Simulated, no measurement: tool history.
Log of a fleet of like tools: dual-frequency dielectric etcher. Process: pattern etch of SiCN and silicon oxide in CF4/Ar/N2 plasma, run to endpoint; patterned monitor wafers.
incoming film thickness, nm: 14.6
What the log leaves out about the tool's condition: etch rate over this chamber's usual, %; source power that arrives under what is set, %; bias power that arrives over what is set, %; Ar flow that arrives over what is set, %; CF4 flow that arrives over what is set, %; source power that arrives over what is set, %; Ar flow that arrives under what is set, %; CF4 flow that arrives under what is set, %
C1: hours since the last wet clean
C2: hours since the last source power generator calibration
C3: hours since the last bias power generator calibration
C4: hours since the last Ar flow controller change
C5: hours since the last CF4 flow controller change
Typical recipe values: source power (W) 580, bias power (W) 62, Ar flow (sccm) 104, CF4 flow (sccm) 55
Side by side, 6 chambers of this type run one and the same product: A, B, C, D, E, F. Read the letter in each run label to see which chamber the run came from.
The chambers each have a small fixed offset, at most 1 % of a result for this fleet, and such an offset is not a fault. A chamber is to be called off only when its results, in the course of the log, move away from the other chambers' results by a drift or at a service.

{"run": "1B", "day": 0.15, "source power (W)": 580, "bias power (W)": 62, "Ar flow (sccm)": 104, "CF4 flow (sccm)": 55, "C1": 255.4, "C2": 1282.4, "C3": 4121.5, "C4": 3405.4, "C5": 568.6, "endpoint time (s)": 14.964}
{"run": "2E", "day": 0.262, "source power (W)": 580, "bias power (W)": 62, "Ar flow (sccm)": 104, "CF4 flow (sccm)": 55, "C1": 589.4, "C2": 346.0, "C3": 3079.5, "C4": 2796.5, "C5": 297.7, "endpoint time (s)": 14.816}
{"run": "3D", "day": 0.388, "source power (W)": 580, "bias power (W)": 62, "Ar flow (sccm)": 104, "CF4 flow (sccm)": 55, "C1": 359.7, "C2": 4801.8, "C3": 2307.8, "C4": 3655.4, "C5": 135.8, "endpoint time (s)": 15.018}
{"run": "4A", "day": 0.596, "source power (W)": 580, "bias power (W)": 62, "Ar flow (sccm)": 104, "CF4 flow (sccm)": 55, "C1": 378.7, "C2": 509.3, "C3": 1853.9, "C4": 2134.0, "C5": 295.9, "endpoint time (s)": 14.865}
{"run": "5C", "day": 0.771, "source power (W)": 580, "bias power (W)": 62, "Ar flow (sccm)": 104, "CF4 flow (sccm)": 55, "C1": 258.2, "C2": 2748.7, "C3": 2953.4, "C4": 631.0, "C5": 1882.2, "endpoint time (s)": 15.024}
{"run": "6F", "day": 0.912, "source power (W)": 580, "bias power (W)": 62, "Ar flow (sccm)": 104, "CF4 flow (sccm)": 55, "C1": 391.9, "C2": 1937.2, "C3": 698.1, "C4": 568.7, "C5": 2959.9, "endpoint time (s)": 14.97}
{"run": "7C", "day": 1.117, "source power (W)": 580, "bias power (W)": 62, "Ar flow (sccm)": 104, "CF4 flow (sccm)": 55, "C1": 266.5, "C2": 2757.0, "C3": 2961.7, "C4": 639.3, "C5": 1890.5, "endpoint time (s)": 15.123}
{"run": "8D", "day": 1.225, "source power (W)": 580, "bias power (W)": 62, "Ar flow (sccm)": 104, "CF4 flow (sccm)": 55, "C1": 379.8, "C2": 4821.9, "C3": 2327.9, "C4": 3675.5, "C5": 155.9, "endpoint time (s)": 14.963}
{"day": 1.283, "done": "chamber F: wet clean of the chamber"}
{"run": "9B", "day": 1.325, "source power (W)": 580, "bias power (W)": 62, "Ar flow (sccm)": 104, "CF4 flow (sccm)": 55, "C1": 283.6, "C2": 1310.6, "C3": 4149.7, "C4": 3433.6, "C5": 596.8, "endpoint time (s)": 14.885}
{"run": "10E", "day": 1.462, "source power (W)": 580, "bias power (W)": 62, "Ar flow (sccm)": 104, "CF4 flow (sccm)": 55, "C1": 618.2, "C2": 374.8, "C3": 3108.3, "C4": 2825.3, "C5": 326.5, "endpoint time (s)": 14.857}
{"run": "11A", "day": 1.633, "source power (W)": 580, "bias power (W)": 62, "Ar flow (sccm)": 104, "CF4 flow (sccm)": 55, "C1": 403.6, "C2": 534.2, "C3": 1878.8, "C4": 2158.9, "C5": 320.8, "endpoint time (s)": 14.934}
{"run": "12F", "day": 1.771, "source power (W)": 580, "bias power (W)": 62, "Ar flow (sccm)": 104, "CF4 flow (sccm)": 55, "C1": 11.8, "C2": 1957.8, "C3": 718.7, "C4": 589.3, "C5": 2980.5, "endpoint time (s)": 15.018}
{"run": "13E", "day": 1.946, "source power (W)": 580, "bias power (W)": 62, "Ar flow (sccm)": 104, "CF4 flow (sccm)": 55, "C1": 629.8, "C2": 386.4, "C3": 3119.9, "C4": 2836.9, "C5": 338.1, "endpoint time (s)": 14.827}
{"run": "14A", "day": 2.075, "source power (W)": 580, "bias power (W)": 62, "Ar flow (sccm)": 104, "CF4 flow (sccm)": 55, "C1": 414.2, "C2": 544.8, "C3": 1889.4, "C4": 2169.5, "C5": 331.4, "endpoint time (s)": 15.011}
{"day": 2.175, "done": "chamber E: wet clean of the chamber"}
{"run": "15D", "day": 2.271, "source power (W)": 530, "bias power (W)": 62, "Ar flow (sccm)": 93, "CF4 flow (sccm)": 55, "C1": 404.9, "C2": 4847.0, "C3": 2353.0, "C4": 3700.6, "C5": 181.0, "endpoint time (s)": 15.812}
{"run": "16C", "day": 2.367, "source power (W)": 530, "bias power (W)": 62, "Ar flow (sccm)": 93, "CF4 flow (sccm)": 55, "C1": 296.5, "C2": 2787.0, "C3": 2991.7, "C4": 669.3, "C5": 1920.5, "endpoint time (s)": 15.946}
{"run": "17B", "day": 2.542, "source power (W)": 530, "bias power (W)": 62, "Ar flow (sccm)": 93, "CF4 flow (sccm)": 55, "C1": 312.8, "C2": 1339.8, "C3": 4178.9, "C4": 3462.8, "C5": 626.0, "endpoint time (s)": 15.873}
{"run": "18F", "day": 2.717, "source power (W)": 530, "bias power (W)": 62, "Ar flow (sccm)": 93, "CF4 flow (sccm)": 55, "C1": 34.5, "C2": 1980.5, "C3": 741.4, "C4": 612.0, "C5": 3003.2, "endpoint time (s)": 16.02}
{"run": "19D", "day": 2.812, "source power (W)": 530, "bias power (W)": 62, "Ar flow (sccm)": 93, "CF4 flow (sccm)": 55, "C1": 417.9, "C2": 4860.0, "C3": 2366.0, "C4": 3713.6, "C5": 194.0, "endpoint time (s)": 15.882}
{"run": "20C", "day": 3.021, "source power (W)": 530, "bias power (W)": 62, "Ar flow (sccm)": 93, "CF4 flow (sccm)": 55, "C1": 312.2, "C2": 2802.7, "C3": 3007.4, "C4": 685.0, "C5": 1936.2, "endpoint time (s)": 15.927}
{"run": "21A", "day": 3.138, "source power (W)": 580, "bias power (W)": 62, "Ar flow (sccm)": 104, "CF4 flow (sccm)": 55, "C1": 439.7, "C2": 570.3, "C3": 1914.9, "C4": 2195.0, "C5": 356.9, "endpoint time (s)": 15.021}
{"run": "22F", "day": 3.238, "source power (W)": 580, "bias power (W)": 62, "Ar flow (sccm)": 104, "CF4 flow (sccm)": 55, "C1": 47.0, "C2": 1993.0, "C3": 753.9, "C4": 624.5, "C5": 3015.7, "endpoint time (s)": 14.955}
{"run": "23E", "day": 3.442, "source power (W)": 580, "bias power (W)": 62, "Ar flow (sccm)": 104, "CF4 flow (sccm)": 55, "C1": 30.4, "C2": 422.3, "C3": 3155.8, "C4": 2872.8, "C5": 374.0, "endpoint time (s)": 14.936}
{"run": "24B", "day": 3.533, "source power (W)": 580, "bias power (W)": 62, "Ar flow (sccm)": 104, "CF4 flow (sccm)": 55, "C1": 336.6, "C2": 1363.6, "C3": 4202.7, "C4": 3486.6, "C5": 649.8, "endpoint time (s)": 14.973}
{"run": "25C", "day": 3.633, "source power (W)": 580, "bias power (W)": 62, "Ar flow (sccm)": 104, "CF4 flow (sccm)": 55, "C1": 326.9, "C2": 2817.4, "C3": 3022.1, "C4": 699.7, "C5": 1950.9, "endpoint time (s)": 14.972}
{"run": "26E", "day": 3.742, "source power (W)": 580, "bias power (W)": 62, "Ar flow (sccm)": 104, "CF4 flow (sccm)": 55, "C1": 37.6, "C2": 429.5, "C3": 3163.0, "C4": 2880.0, "C5": 381.2, "endpoint time (s)": 14.885}
{"run": "27D", "day": 3.871, "source power (W)": 580, "bias power (W)": 62, "Ar flow (sccm)": 104, "CF4 flow (sccm)": 55, "C1": 443.3, "C2": 4885.4, "C3": 2391.4, "C4": 3739.0, "C5": 219.4, "endpoint time (s)": 15.045}
{"run": "28A", "day": 4.025, "source power (W)": 710, "bias power (W)": 62, "Ar flow (sccm)": 104, "CF4 flow (sccm)": 55, "C1": 461.0, "C2": 591.6, "C3": 1936.2, "C4": 2216.3, "C5": 378.2, "endpoint time (s)": 12.628}
{"run": "29B", "day": 4.238, "source power (W)": 710, "bias power (W)": 62, "Ar flow (sccm)": 104, "CF4 flow (sccm)": 55, "C1": 353.5, "C2": 1380.5, "C3": 4219.6, "C4": 3503.5, "C5": 666.7, "endpoint time (s)": 12.461}
{"run": "30F", "day": 4.438, "source power (W)": 710, "bias power (W)": 62, "Ar flow (sccm)": 104, "CF4 flow (sccm)": 55, "C1": 75.8, "C2": 2021.8, "C3": 782.7, "C4": 653.3, "C5": 3044.5, "endpoint time (s)": 12.565}
{"run": "31E", "day": 4.558, "source power (W)": 710, "bias power (W)": 62, "Ar flow (sccm)": 104, "CF4 flow (sccm)": 55, "C1": 57.2, "C2": 449.1, "C3": 3182.6, "C4": 2899.6, "C5": 400.8, "endpoint time (s)": 12.363}
{"run": "32B", "day": 4.721, "source power (W)": 710, "bias power (W)": 62, "Ar flow (sccm)": 104, "CF4 flow (sccm)": 55, "C1": 365.1, "C2": 1392.1, "C3": 4231.2, "C4": 3515.1, "C5": 678.3, "endpoint time (s)": 12.444}
{"run": "33D", "day": 4.925, "source power (W)": 710, "bias power (W)": 62, "Ar flow (sccm)": 104, "CF4 flow (sccm)": 55, "C1": 468.6, "C2": 4910.7, "C3": 2416.7, "C4": 3764.3, "C5": 244.7, "endpoint time (s)": 12.43}
{"run": "34F", "day": 5.075, "source power (W)": 520, "bias power (W)": 62, "Ar flow (sccm)": 104, "CF4 flow (sccm)": 62, "C1": 91.1, "C2": 2037.1, "C3": 798.0, "C4": 668.6, "C5": 3059.8, "endpoint time (s)": 16.192}
{"run": "35C", "day": 5.183, "source power (W)": 520, "bias power (W)": 62, "Ar flow (sccm)": 104, "CF4 flow (sccm)": 62, "C1": 364.1, "C2": 2854.6, "C3": 3059.3, "C4": 736.9, "C5": 1988.1, "endpoint time (s)": 16.2}
{"run": "36A", "day": 5.288, "source power (W)": 520, "bias power (W)": 62, "Ar flow (sccm)": 104, "CF4 flow (sccm)": 62, "C1": 491.3, "C2": 621.9, "C3": 1966.5, "C4": 2246.6, "C5": 408.5, "endpoint time (s)": 16.516}
{"day": 5.304, "done": "chamber D: source power generator calibrated"}
{"day": 5.458, "done": "chamber D: wet clean of the chamber"}
{"run": "37D", "day": 5.471, "source power (W)": 520, "bias power (W)": 62, "Ar flow (sccm)": 104, "CF4 flow (sccm)": 62, "C1": 0.4, "C2": 4.0, "C3": 2429.8, "C4": 3777.4, "C5": 257.8, "endpoint time (s)": 16.084}
{"run": "38C", "day": 5.571, "source power (W)": 520, "bias power (W)": 62, "Ar flow (sccm)": 104, "CF4 flow (sccm)": 62, "C1": 373.4, "C2": 2863.9, "C3": 3068.6, "C4": 746.2, "C5": 1997.4, "endpoint time (s)": 16.124}
{"run": "39A", "day": 5.75, "source power (W)": 520, "bias power (W)": 62, "Ar flow (sccm)": 104, "CF4 flow (sccm)": 62, "C1": 502.4, "C2": 633.0, "C3": 1977.6, "C4": 2257.7, "C5": 419.6, "endpoint time (s)": 16.484}
{"run": "40F", "day": 5.938, "source power (W)": 580, "bias power (W)": 62, "Ar flow (sccm)": 104, "CF4 flow (sccm)": 55, "C1": 111.8, "C2": 2057.8, "C3": 818.7, "C4": 689.3, "C5": 3080.5, "endpoint time (s)": 15.041}
{"run": "41B", "day": 6.083, "source power (W)": 680, "bias power (W)": 62, "Ar flow (sccm)": 104, "CF4 flow (sccm)": 55, "C1": 397.8, "C2": 1424.8, "C3": 4263.9, "C4": 3547.8, "C5": 711.0, "endpoint time (s)": 12.982}
{"day": 6.171, "done": "chamber E: Ar flow controller replaced"}
{"run": "42E", "day": 6.262, "source power (W)": 680, "bias power (W)": 62, "Ar flow (sccm)": 104, "CF4 flow (sccm)": 55, "C1": 98.1, "C2": 490.0, "C3": 3223.5, "C4": 2.2, "C5": 441.7, "endpoint time (s)": 12.952}
{"run": "43E", "day": 6.392, "source power (W)": 680, "bias power (W)": 62, "Ar flow (sccm)": 104, "CF4 flow (sccm)": 55, "C1": 101.2, "C2": 493.1, "C3": 3226.6, "C4": 5.3, "C5": 444.8, "endpoint time (s)": 12.918}

Read the log: is a single chamber off, either drifting away or since a service, is the gauge that measures every chamber drifting, or is nothing wrong beyond small per-chamber offsets? Name any odd chamber and what most likely caused it.

One chamber, A, drifts off from the rest bit by bit.
Likeliest cause: source power that arrives under what is set, % = 4.21.
The log may not separate it from: etch rate under this chamber's usual, %.

Which of the 4 candidates below, each the usual settings with something changed and its results left as question marks, puts chamber A back in line with what the other chambers give on the usual settings?
In-line tolerance around the mean of the other chambers on the usual settings: endpoint time (s) 0.180
{"run": "44A-1", "day": 6.546, "source power (W)": 580, "bias power (W)": 53, "Ar flow (sccm)": 111, "CF4 flow (sccm)": 55, "endpoint time (s)": "?"}
{"run": "44A-2", "day": 6.546, "source power (W)": 580, "bias power (W)": 62, "Ar flow (sccm)": 121, "CF4 flow (sccm)": 55, "endpoint time (s)": "?"}
{"run": "44A-3", "day": 6.546, "source power (W)": 580, "bias power (W)": 67, "Ar flow (sccm)": 104, "CF4 flow (sccm)": 55, "endpoint time (s)": "?"}
{"run": "44A-4", "day": 6.546, "source power (W)": 610, "bias power (W)": 64, "Ar flow (sccm)": 103, "CF4 flow (sccm)": 56, "endpoint time (s)": "?"}

Other chambers, usual settings, mean: endpoint time (s) 14.943
run=44A-1 endpoint_time_(s)=16.391
run=44A-2 endpoint_time_(s)=15.783
run=44A-3 endpoint_time_(s)=14.961
run=44A-4 endpoint_time_(s)=14.467
44A-3 is the one that brings the chamber's results back in line with the other chambers.
